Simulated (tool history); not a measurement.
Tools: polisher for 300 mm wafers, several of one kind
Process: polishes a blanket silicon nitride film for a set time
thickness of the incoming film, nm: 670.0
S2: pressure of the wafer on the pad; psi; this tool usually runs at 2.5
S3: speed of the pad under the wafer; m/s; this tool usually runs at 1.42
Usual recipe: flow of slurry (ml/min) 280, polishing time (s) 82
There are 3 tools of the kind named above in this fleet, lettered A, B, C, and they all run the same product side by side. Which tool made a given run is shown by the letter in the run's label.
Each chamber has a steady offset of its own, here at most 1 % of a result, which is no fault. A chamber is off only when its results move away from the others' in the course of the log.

{"run": "1A", "hour": 9.1, "flow of slurry (ml/min)": 280, "S2": 2.5, "S3": 1.42, "polishing time (s)": 82, "film removed (Å)": 1255.9}
{"run": "2B", "hour": 18.5, "flow of slurry (ml/min)": 280, "S2": 2.5, "S3": 1.42, "polishing time (s)": 82, "film removed (Å)": 1260.1}
{"run": "3C", "hour": 28.7, "flow of slurry (ml/min)": 280, "S2": 2.5, "S3": 1.42, "polishing time (s)": 82, "film removed (Å)": 1211.4}
{"run": "4C", "hour": 42.0, "flow of slurry (ml/min)": 280, "S2": 2.5, "S3": 1.42, "polishing time (s)": 82, "film removed (Å)": 1254}
{"hour": 48.7, "done": "chamber B: head pressure recalibrated"}
{"run": "5B", "hour": 53.7, "flow of slurry (ml/min)": 280, "S2": 2.5, "S3": 1.58, "polishing time (s)": 82, "film removed (Å)": 1356}
{"run": "6A", "hour": 62.2, "flow of slurry (ml/min)": 280, "S2": 2.5, "S3": 1.58, "polishing time (s)": 82, "film removed (Å)": 1364}
{"run": "7A", "hour": 75.4, "flow of slurry (ml/min)": 280, "S2": 2.5, "S3": 1.58, "polishing time (s)": 82, "film removed (Å)": 1355.4}
{"hour": 79.3, "done": "chamber C: slurry nozzle cleaned"}
{"run": "8B", "hour": 88.2, "flow of slurry (ml/min)": 280, "S2": 2.5, "S3": 1.42, "polishing time (s)": 82, "film removed (Å)": 1270.2}
{"hour": 94.5, "done": "chamber C: worn pad replaced by a new one"}
{"run": "9C", "hour": 96.2, "flow of slurry (ml/min)": 280, "S2": 2.1, "S3": 1.42, "polishing time (s)": 82, "film removed (Å)": 1031.5}
{"run": "10A", "hour": 105.1, "flow of slurry (ml/min)": 280, "S2": 2.1, "S3": 1.42, "polishing time (s)": 82, "film removed (Å)": 1026.4}
{"run": "11B", "hour": 118.6, "flow of slurry (ml/min)": 280, "S2": 2.1, "S3": 1.42, "polishing time (s)": 82, "film removed (Å)": 1054.5}
{"run": "12C", "hour": 132.0, "flow of slurry (ml/min)": 280, "S2": 2.5, "S3": 1.42, "polishing time (s)": 82, "film removed (Å)": 1238.5}
{"run": "13A", "hour": 139.2, "flow of slurry (ml/min)": 280, "S2": 2.5, "S3": 1.42, "polishing time (s)": 82, "film removed (Å)": 1229.7}
{"run": "14C", "hour": 152.1, "flow of slurry (ml/min)": 280, "S2": 2.5, "S3": 1.42, "polishing time (s)": 82, "film removed (Å)": 1218.8}
{"run": "15B", "hour": 159.8, "flow of slurry (ml/min)": 280, "S2": 2.5, "S3": 1.42, "polishing time (s)": 82, "film removed (Å)": 1252.8}
{"run": "16B", "hour": 175.1, "flow of slurry (ml/min)": 280, "S2": 2.5, "S3": 1.42, "polishing time (s)": 82, "film removed (Å)": 1252.5}
{"hour": 179.3, "done": "chamber B: worn pad replaced by a new one"}
{"run": "17A", "hour": 190.3, "flow of slurry (ml/min)": 280, "S2": 2.5, "S3": 1.42, "polishing time (s)": 82, "film removed (Å)": 1211.4}
{"run": "18C", "hour": 200.8, "flow of slurry (ml/min)": 280, "S2": 2.5, "S3": 1.42, "polishing time (s)": 82, "film removed (Å)": 1227.5}
{"hour": 208.4, "done": "chamber C: worn pad replaced by a new one"}
{"run": "19A", "hour": 213.5, "flow of slurry (ml/min)": 280, "S2": 2.5, "S3": 1.42, "polishing time (s)": 82, "film removed (Å)": 1201.3}
{"run": "20B", "hour": 224.7, "flow of slurry (ml/min)": 280, "S2": 2.5, "S3": 1.42, "polishing time (s)": 82, "film removed (Å)": 1258.2}
{"run": "21C", "hour": 235.2, "flow of slurry (ml/min)": 280, "S2": 2.5, "S3": 1.42, "polishing time (s)": 82, "film removed (Å)": 1263.6}
{"run": "22B", "hour": 246.3, "flow of slurry (ml/min)": 280, "S2": 2.5, "S3": 1.42, "polishing time (s)": 82, "film removed (Å)": 1239.4}
{"hour": 255.8, "done": "chamber A: slurry nozzle cleaned"}
{"run": "23C", "hour": 259.3, "flow of slurry (ml/min)": 230, "S2": 2.5, "S3": 1.42, "polishing time (s)": 82, "film removed (Å)": 1199.2}
{"run": "24A", "hour": 270.6, "flow of slurry (ml/min)": 230, "S2": 2.5, "S3": 1.42, "polishing time (s)": 82, "film removed (Å)": 1145.3}
{"run": "25B", "hour": 279.1, "flow of slurry (ml/min)": 230, "S2": 2.5, "S3": 1.42, "polishing time (s)": 82, "film removed (Å)": 1241.4}
{"run": "26A", "hour": 293.8, "flow of slurry (ml/min)": 210, "S2": 2.5, "S3": 1.16, "polishing time (s)": 82, "film removed (Å)": 980.06}
{"run": "27C", "hour": 306.0, "flow of slurry (ml/min)": 210, "S2": 2.5, "S3": 1.16, "polishing time (s)": 82, "film removed (Å)": 1013.2}
{"hour": 315.8, "done": "chamber C: worn pad replaced by a new one"}
{"run": "28B", "hour": 319.6, "flow of slurry (ml/min)": 210, "S2": 2.5, "S3": 1.16, "polishing time (s)": 82, "film removed (Å)": 1045.1}
{"run": "29C", "hour": 328.0, "flow of slurry (ml/min)": 370, "S2": 2.5, "S3": 1.42, "polishing time (s)": 55, "film removed (Å)": 836.48}
{"run": "30A", "hour": 340.9, "flow of slurry (ml/min)": 370, "S2": 2.5, "S3": 1.42, "polishing time (s)": 55, "film removed (Å)": 798.01}
{"run": "31A", "hour": 354.6, "flow of slurry (ml/min)": 370, "S2": 2.5, "S3": 1.42, "polishing time (s)": 55, "film removed (Å)": 789.61}
{"run": "32C", "hour": 365.4, "flow of slurry (ml/min)": 280, "S2": 2.5, "S3": 1.42, "polishing time (s)": 82, "film removed (Å)": 1235.2}
{"run": "33B", "hour": 375.5, "flow of slurry (ml/min)": 225, "S2": 2.5, "S3": 1.1, "polishing time (s)": 82, "film removed (Å)": 1008.9}

All 3 chambers run these settings next. Forecast each chamber's results:
{"run": "34A", "hour": 387.4, "flow of slurry (ml/min)": 280, "S2": 2.5, "S3": 1.62, "polishing time (s)": 82, "film removed (Å)": "?"}
{"run": "34B", "hour": 387.4, "flow of slurry (ml/min)": 280, "S2": 2.5, "S3": 1.62, "polishing time (s)": 82, "film removed (Å)": "?"}
{"run": "34C", "hour": 387.4, "flow of slurry (ml/min)": 280, "S2": 2.5, "S3": 1.62, "polishing time (s)": 82, "film removed (Å)": "?"}

run=34A film_removed_(Å)=1262
run=34B film_removed_(Å)=1416.3
run=34C film_removed_(Å)=1357.2
